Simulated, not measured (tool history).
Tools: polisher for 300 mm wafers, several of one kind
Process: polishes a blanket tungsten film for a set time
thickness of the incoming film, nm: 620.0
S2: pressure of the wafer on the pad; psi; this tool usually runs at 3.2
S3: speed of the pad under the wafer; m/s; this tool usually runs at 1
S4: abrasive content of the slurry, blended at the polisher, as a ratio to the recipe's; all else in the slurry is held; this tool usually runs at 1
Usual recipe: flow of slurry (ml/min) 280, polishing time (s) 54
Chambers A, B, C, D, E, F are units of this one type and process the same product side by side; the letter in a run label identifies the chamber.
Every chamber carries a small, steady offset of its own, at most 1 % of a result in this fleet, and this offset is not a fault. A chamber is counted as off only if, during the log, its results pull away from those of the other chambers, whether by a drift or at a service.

Run 1D, day 0.588: usual settings. Result: film removed (nm) 223.28.
At day 0.625: chamber A: slurry tank refilled with fresh slurry and peroxide.
At day 0.792: chamber C: slurry tank refilled with fresh slurry and peroxide.
At day 0.908: chamber F: slurry tank refilled with fresh slurry and peroxide.
Run 2E, day 1.158: usual settings. Result: film removed (nm) 224.69.
Run 3A, day 1.621: usual settings. Result: film removed (nm) 227.74.
At day 1.65: chamber A: worn pad replaced by a new one.
At day 1.85: chamber F: slurry blender recalibrated.
At day 1.921: chamber E: slurry tank refilled with fresh slurry and peroxide.
At day 2.175: chamber B: worn pad replaced by a new one.
At day 2.221: chamber B: slurry tank refilled with fresh slurry and peroxide.
Run 4F, day 2.221: usual settings. Result: film removed (nm) 224.59.
At day 2.492: chamber E: worn pad replaced by a new one.
At day 2.704: chamber F: head pressure recalibrated.
At day 2.729: chamber D: worn pad replaced by a new one.
Run 5C, day 2.821: usual settings. Result: film removed (nm) 227.65.
Run 6B, day 3.138: usual settings. Result: film removed (nm) 228.51.
At day 3.15: chamber D: slurry tank refilled with fresh slurry and peroxide.
At day 3.492: chamber F: worn pad replaced by a new one.
Run 7B, day 3.638: usual settings. Result: film removed (nm) 222.04.
At day 3.946: chamber C: slurry blender recalibrated.
Run 8C, day 3.95: usual settings. Result: film removed (nm) 226.04.
At day 4.121: chamber A: slurry blender recalibrated.
At day 4.158: chamber B: slurry blender recalibrated.
At day 4.275: chamber C: worn pad replaced by a new one.
At day 4.329: chamber C: slurry tank refilled with fresh slurry and peroxide.
Run 9E, day 4.433: usual settings. Result: film removed (nm) 228.18.
At day 4.992: chamber E: slurry blender recalibrated.
Run 10A, day 5.017: usual settings. Result: film removed (nm) 225.38.
At day 5.104: chamber A: slurry tank refilled with fresh slurry and peroxide.
Run 11F, day 5.625: usual settings. Result: film removed (nm) 229.22.
Run 12D, day 5.933: usual settings. Result: film removed (nm) 223.
At day 5.946: chamber A: worn pad replaced by a new one.
At day 6.042: chamber D: slurry nozzle cleaned.
At day 6.404: chamber B: slurry tank refilled with fresh slurry and peroxide.
At day 6.446: chamber E: slurry tank refilled with fresh slurry and peroxide.
Run 13B, day 6.446: usual settings. Result: film removed (nm) 222.29.
At day 6.75: chamber B: worn pad replaced by a new one.
At day 6.867: chamber E: worn pad replaced by a new one.
At day 6.967: chamber F: slurry tank refilled with fresh slurry and peroxide.
Run 14E, day 7.067: usual settings but flow of slurry (ml/min) 340, S2 2.8 psi. Result: film removed (nm) 200.46.
At day 7.392: chamber D: worn pad replaced by a new one.
Run 15D, day 7.554: usual settings but flow of slurry (ml/min) 340, S2 2.8 psi. Result: film removed (nm) 193.87.
At day 7.65: chamber D: slurry blender recalibrated.
Run 16F, day 7.842: usual settings but flow of slurry (ml/min) 340, S2 2.8 psi. Result: film removed (nm) 203.11.
At day 8: chamber F: worn pad replaced by a new one.
Run 17C, day 8.121: usual settings but flow of slurry (ml/min) 340, S2 2.8 psi. Result: film removed (nm) 199.83.
Run 18A, day 8.592: usual settings but flow of slurry (ml/min) 340, S2 2.8 psi. Result: film removed (nm) 200.52.
At day 8.696: chamber F: slurry blender recalibrated.
At day 8.746: chamber C: slurry tank refilled with fresh slurry and peroxide.
At day 8.792: chamber E: head pressure recalibrated.
At day 8.825: chamber C: worn pad replaced by a new one.
Run 19C, day 8.954: usual settings but flow of slurry (ml/min) 340, S2 2.8 psi. Result: film removed (nm) 202.85.
Run 20E, day 9.546: usual settings. Result: film removed (nm) 246.07.
At day 9.612: chamber A: slurry tank refilled with fresh slurry and peroxide.
At day 9.792: chamber D: slurry tank refilled with fresh slurry and peroxide.
Run 21A, day 10.012: usual settings but flow of slurry (ml/min) 355. Result: film removed (nm) 232.36.
At day 10.075: chamber E: slurry tank refilled with fresh slurry and peroxide.
At day 10.175: chamber B: worn pad replaced by a new one.
At day 10.179: chamber F: slurry nozzle cleaned.
Run 22B, day 10.358: usual settings but flow of slurry (ml/min) 355. Result: film removed (nm) 224.16.
At day 10.412: chamber B: slurry tank refilled with fresh slurry and peroxide.
At day 10.429: chamber E: worn pad replaced by a new one.
At day 10.508: chamber A: worn pad replaced by a new one.
At day 10.621: chamber C: slurry blender recalibrated.
At day 10.679: chamber A: slurry blender recalibrated.
Run 23D, day 10.967: usual settings but flow of slurry (ml/min) 355. Result: film removed (nm) 229.03.
At day 11.071: chamber D: worn pad replaced by a new one.
Run 24F, day 11.596: usual settings but flow of slurry (ml/min) 355. Result: film removed (nm) 227.16.
At day 11.971: chamber F: slurry tank refilled with fresh slurry and peroxide.
Run 25F, day 12.062: usual settings but flow of slurry (ml/min) 355. Result: film removed (nm) 225.58.
Run 26D, day 12.579: usual settings but flow of slurry (ml/min) 355. Result: film removed (nm) 229.74.
At day 12.6: chamber C: worn pad replaced by a new one.
At day 12.846: chamber C: slurry tank refilled with fresh slurry and peroxide.
Run 27C, day 12.962: usual settings but flow of slurry (ml/min) 240, S4 1.2. Result: film removed (nm) 233.41.
At day 13.054: chamber B: slurry blender recalibrated.
Run 28A, day 13.55: usual settings but flow of slurry (ml/min) 240, S4 1.2. Result: film removed (nm) 234.38.
At day 13.629: chamber F: worn pad replaced by a new one.
At day 13.775: chamber A: slurry tank refilled with fresh slurry and peroxide.
Run 29E, day 13.917: usual settings but flow of slurry (ml/min) 240, S4 1.2. Result: film removed (nm) 257.79.
At day 13.933: chamber D: head pressure recalibrated.
At day 14.138: chamber E: worn pad replaced by a new one.
Run 30B, day 14.358: usual settings but flow of slurry (ml/min) 240, S4 1.2. Result: film removed (nm) 227.34.
At day 14.421: chamber E: slurry tank refilled with fresh slurry and peroxide.
At day 14.517: chamber B: worn pad replaced by a new one.
At day 14.725: chamber D: worn pad replaced by a new one.
At day 14.733: chamber B: slurry tank refilled with fresh slurry and peroxide.
At day 14.954: chamber A: worn pad replaced by a new one.
Run 31B, day 14.983: usual settings but flow of slurry (ml/min) 240, S4 1.2. Result: film removed (nm) 232.19.
At day 15.25: chamber D: slurry blender recalibrated.
Run 32C, day 15.342: usual settings but flow of slurry (ml/min) 240, S4 1.2. Result: film removed (nm) 234.07.
At day 15.692: chamber A: head pressure recalibrated.
Run 33D, day 15.758: usual settings. Result: film removed (nm) 226.36.
Run 34A, day 16.067: usual settings. Result: film removed (nm) 225.92.
At day 16.1: chamber E: slurry nozzle cleaned.
At day 16.333: chamber D: slurry tank refilled with fresh slurry and peroxide.
At day 16.508: chamber C: worn pad replaced by a new one.
Run 35F, day 16.567: usual settings. Result: film removed (nm) 225.92.
At day 16.729: chamber F: slurry blender recalibrated.
At day 17.133: chamber C: slurry tank refilled with fresh slurry and peroxide.
Run 36E, day 17.167: usual settings. Result: film removed (nm) 245.88.
At day 17.192: chamber E: slurry blender recalibrated.
At day 17.275: chamber A: slurry nozzle cleaned.
At day 17.304: chamber F: slurry tank refilled with fresh slurry and peroxide.
Run 37F, day 17.642: usual settings. Result: film removed (nm) 225.16.
At day 17.862: chamber A: slurry tank refilled with fresh slurry and peroxide.
At day 18.088: chamber E: worn pad replaced by a new one.
Run 38C, day 18.217: usual settings. Result: film removed (nm) 228.07.
At day 18.392: chamber B: slurry tank refilled with fresh slurry and peroxide.
At day 18.433: chamber E: slurry tank refilled with fresh slurry and peroxide.
At day 18.496: chamber B: worn pad replaced by a new one.
Run 39D, day 18.533: usual settings. Result: film removed (nm) 222.5.
At day 18.6: chamber A: slurry blender recalibrated.
Run 40E, day 18.875: usual settings but flow of slurry (ml/min) 185, S4 1.25. Result: film removed (nm) 248.3.
At day 18.917: chamber B: head pressure recalibrated.
Run 41A, day 19.404: usual settings but flow of slurry (ml/min) 185, S4 1.25. Result: film removed (nm) 227.61.
Run 42B, day 19.892: usual settings but flow of slurry (ml/min) 185, S4 1.25. Result: film removed (nm) 222.61.

Next, every chamber runs the same settings. What will each give?
Run 43A, day 20.346: usual settings but S4 0.8. Result: film removed (nm) ?.
Run 43B, day 20.346: usual settings but S4 0.8. Result: film removed (nm) ?.
Run 43C, day 20.346: usual settings but S4 0.8. Result: film removed (nm) ?.
Run 43D, day 20.346: usual settings but S4 0.8. Result: film removed (nm) ?.
Run 43E, day 20.346: usual settings but S4 0.8. Result: film removed (nm) ?.
Run 43F, day 20.346: usual settings but S4 0.8. Result: film removed (nm) ?.

run  film removed (nm)
43A              217.2
43B             214.12
43C             212.35
43D             211.95
43E              233.8
43F             212.03
